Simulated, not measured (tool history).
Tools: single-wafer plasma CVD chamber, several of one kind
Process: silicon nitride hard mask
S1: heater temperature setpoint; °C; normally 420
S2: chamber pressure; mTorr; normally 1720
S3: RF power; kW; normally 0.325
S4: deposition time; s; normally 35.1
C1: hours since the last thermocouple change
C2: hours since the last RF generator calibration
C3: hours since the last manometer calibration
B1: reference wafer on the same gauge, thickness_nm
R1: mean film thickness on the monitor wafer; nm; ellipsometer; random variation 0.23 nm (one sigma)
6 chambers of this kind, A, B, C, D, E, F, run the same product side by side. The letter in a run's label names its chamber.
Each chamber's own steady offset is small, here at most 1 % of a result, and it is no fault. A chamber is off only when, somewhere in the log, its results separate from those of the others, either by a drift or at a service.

run	day	S1	S2	S3	S4	C1	C2	C3	B1	R1
1E	0.471	420	1720	0.325	35.1	2155.1	429.7	629.6	38.634	43.194
2F	0.904	420	1720	0.325	35.1	1155	782.4	391.3	38.606	42.837
3D	1.388	420	1720	0.325	35.1	65.6	763.8	51.4	38.596	42.51
4C	1.821	420	1720	0.325	35.1	438.1	147.7	1001.1	38.625	43.207
5B	2.258	420	1720	0.325	35.1	1441.6	510.1	754.8	38.649	43.09
6A	2.592	420	1720	0.325	35.1	1238.6	1343.3	576.5	38.591	42.97
7B	3.071	431	1850	0.325	35.1	1461.1	529.6	774.3	38.572	43.849
8C	3.538	431	1850	0.325	35.1	479.3	188.9	1042.3	38.597	43.445
9A	3.8	431	1850	0.325	35.1	1267.6	1372.3	605.5	38.624	44.206
10E	4.267	431	1850	0.325	35.1	2246.2	520.8	720.7	38.576	43.348
11F	4.708	431	1850	0.325	35.1	1246.3	873.7	482.6	38.572	43.174
12D	4.942	431	1850	0.325	35.1	150.9	849.1	136.7	38.608	43.44
13E	5.417	420	1720	0.325	35.1	2273.8	548.4	748.3	38.601	43.214
14B	5.717	420	1720	0.325	35.1	1524.6	593.1	837.8	38.575	43.06
15F	6.175	420	1720	0.325	35.1	1281.5	908.9	517.8	38.639	42.932
16C	6.454	420	1720	0.29	35.1	549.3	258.9	1112.3	38.539	39.518
# day 6.867: chamber F: thermocouple changed; heater temperature recalibrated
17A	6.892	420	1720	0.29	35.1	1341.8	1446.5	679.7	38.548	40.212
18D	7.117	420	1720	0.29	35.1	203.1	901.3	188.9	38.572	39.518
19D	7.467	420	1720	0.29	35.1	211.5	909.7	197.3	38.591	39.53
20E	7.817	420	1720	0.29	35.1	2331.4	606	805.9	38.605	40.329
21B	8.238	420	1720	0.29	35.1	1585.1	653.6	898.3	38.581	39.925
# day 8.375: chamber E: thermocouple changed; heater temperature recalibrated
22A	8.633	420	1720	0.325	35.1	1383.6	1488.3	721.5	38.581	43.424
23F	8.975	420	2110	0.325	35.1	50.6	976.1	585	38.572	45.003
24C	9.442	420	2110	0.325	35.1	621	330.6	1184	38.561	45.422
25B	9.896	420	2110	0.325	35.1	1624.9	693.4	938.1	38.669	45.371
26A	10.375	420	2110	0.325	35.1	1425.4	1530.1	763.3	38.599	45.776
27C	10.754	420	2110	0.325	35.1	652.5	362.1	1215.5	38.582	45.423
28D	11.104	420	2110	0.325	35.1	298.8	997	284.6	38.66	45.379
29E	11.508	409	1720	0.325	35.1	75.3	694.6	894.5	38.644	43.238
30F	11.867	409	1720	0.325	35.1	120	1045.5	654.4	38.623	42.937
31C	12.196	409	1720	0.325	35.1	687.1	396.7	1250.1	38.571	43.559
# day 12.458: chamber B: capacitance manometer re-zeroed and calibrated
32A	12.529	409	1720	0.325	35.1	1477.1	1581.8	815	38.627	43.722
33D	12.825	409	1720	0.325	35.1	340.1	1038.3	325.9	38.581	42.885
34B	13.288	409	1720	0.325	35.1	1706.3	774.8	20	38.592	43.578
# day 13.496: chamber B: thermocouple changed; heater temperature recalibrated
35F	13.542	420	1720	0.325	35.1	160.2	1085.7	694.6	38.589	42.614
36E	13.767	420	1720	0.325	35.1	129.5	748.8	948.7	38.596	43.011
37F	14.221	420	1720	0.325	35.1	176.5	1102	710.9	38.572	42.718
38E	14.671	420	1720	0.325	35.1	151.2	770.5	970.4	38.571	43.493
39D	14.958	420	1720	0.325	35.1	391.3	1089.5	377.1	38.613	43.148
40B	15.333	420	1720	0.325	35.1	44.2	823.9	69.1	38.563	43.038
41C	15.558	420	1720	0.325	35.1	767.8	477.4	1330.8	38.618	42.812

Which is it: a chamber that has drifted or been left off by a service, a gauge drift common to all chambers, or only each chamber's usual small offset? If a chamber is off, name it and its likeliest cause.

The fleet is healthy, with each chamber sitting at its usual small offset and no drift in the gauge.
